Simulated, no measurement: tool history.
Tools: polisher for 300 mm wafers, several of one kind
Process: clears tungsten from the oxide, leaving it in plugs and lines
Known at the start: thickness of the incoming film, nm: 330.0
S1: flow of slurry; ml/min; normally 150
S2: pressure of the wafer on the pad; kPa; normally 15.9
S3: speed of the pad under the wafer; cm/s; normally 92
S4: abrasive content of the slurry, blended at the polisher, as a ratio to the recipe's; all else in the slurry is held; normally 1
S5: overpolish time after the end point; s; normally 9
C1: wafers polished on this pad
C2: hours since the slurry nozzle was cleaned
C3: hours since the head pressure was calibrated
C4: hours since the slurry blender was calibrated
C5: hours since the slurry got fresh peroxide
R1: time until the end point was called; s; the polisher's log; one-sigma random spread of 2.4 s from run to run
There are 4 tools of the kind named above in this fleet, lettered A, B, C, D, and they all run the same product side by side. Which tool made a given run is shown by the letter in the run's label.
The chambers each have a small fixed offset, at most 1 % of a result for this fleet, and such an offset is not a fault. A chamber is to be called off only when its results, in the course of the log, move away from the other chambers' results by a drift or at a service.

run,hour,S1,S2,S3,S4,S5,C1,C2,C3,C4,C5,R1
1D,6,150,15.9,92,1,9,111,457.6,384.4,383.8,16,132.82
2A,11.7,150,15.9,92,1,9,704,589.1,776,36.6,94,134.32
3B,19.8,150,15.9,92,1,9,225,81.4,673.6,33,125,132.36
4C,26.1,150,15.9,92,1,9,850,123.5,435.6,41.4,112,136.58
# hour 31: chamber A: slurry tank refilled with fresh slurry and peroxide
5B,32.8,150,15.9,92,1,9,315,94.4,686.6,46,138,137.59
6C,38.4,150,15.9,92,1,9,935,135.8,447.9,53.7,124.3,141.6
7A,43.5,150,15.9,92,1,9,924,620.9,807.8,68.4,12.6,140.24
8D,48.9,150,15.9,92,1,9,408,500.5,427.3,426.7,58.9,134.98
9B,53.5,150,15.9,92,1,9,459,115.1,707.3,66.7,158.7,135.81
# hour 59.4: chamber C: slurry tank refilled with fresh slurry and peroxide
# hour 59.8: chamber D: slurry tank refilled with fresh slurry and peroxide
10A,61.7,150,15.9,92,1,9,1050,639.1,826,86.6,30.8,136.83
11D,68.6,150,15.9,92,1,9,544,520.2,447,446.4,8.9,127.52
# hour 69.5: chamber A: slurry nozzle cleaned
12C,74.9,150,15.9,92,1,9,1188,172.3,484.4,90.2,15.6,135.5
13B,79,150,15.9,92,1,9,635,140.6,732.8,92.2,184.2,130.92
14C,82.7,150,15.9,92,1,9,1242,180.1,492.2,98,23.4,134.87
15D,88.4,150,15.9,92,1,9,681,540,466.8,466.2,28.7,133.83
16A,94.5,150,15.9,92,1,13,1277,25.1,858.8,119.4,63.6,131.6
# hour 97.3: chamber C: slurry blender recalibrated
# hour 99.2: chamber A: worn pad replaced by a new one
17B,100,150,15.9,92,1,13,780,161.6,753.8,113.2,205.2,139.59
18A,107.3,150,15.9,92,1,13,56,37.9,871.6,132.2,76.4,138.37
# hour 110: chamber D: slurry blender recalibrated
# hour 113: chamber D: worn pad replaced by a new one
19D,114.4,150,15.9,92,1,13,10,566,492.8,4.5,54.7,135.43
# hour 118.4: chamber C: worn pad replaced by a new one
20C,119,150,15.9,92,1,9,4,216.4,528.5,21.8,59.7,135.21
21A,127.6,150,15.9,92,1,9,197,58.2,891.9,152.5,96.7,139.28
# hour 131.8: chamber A: slurry tank refilled with fresh slurry and peroxide
22D,134.3,150,15.9,92,1,9,147,585.9,512.7,24.4,74.6,131.93
# hour 136.9: chamber C: slurry nozzle cleaned
23B,138.1,150,15.9,92,1,9,1044,199.7,791.9,151.3,243.3,148.96
# hour 138.2: chamber B: worn pad replaced by a new one
24C,141.9,150,15.9,92,1,9,163,5.1,551.4,44.7,82.6,137.75
# hour 149.4: chamber D: slurry tank refilled with fresh slurry and peroxide
25C,150,150,15.9,92,1,9,219,13.2,559.5,52.8,90.7,132.36
26D,154.1,150,15.9,92,1,9,284,605.7,532.5,44.2,4.7,131.22
27A,158.1,150,15.9,92,1,9,408,88.7,922.4,183,26.3,134.88
# hour 159.7: chamber D: slurry nozzle cleaned
28B,165.8,150,15.9,92,1,9,191,227.4,819.6,179,271,164.2
29A,170.4,185,15.9,92,1,9,493,101,934.7,195.3,38.6,130.96
30D,174.9,185,15.9,92,1,9,428,15.3,553.3,65,25.5,131.55

For the next run the whole fleet of 4 chambers uses the same settings. Give each chamber's results:
31A,181,150,15.9,92,1,9,,,,,,?
31B,181,150,15.9,92,1,9,,,,,,?
31C,181,150,15.9,92,1,9,,,,,,?
31D,181,150,15.9,92,1,9,,,,,,?

run,R1
31A,136.99
31B,174.05
31C,131.25
31D,135.98
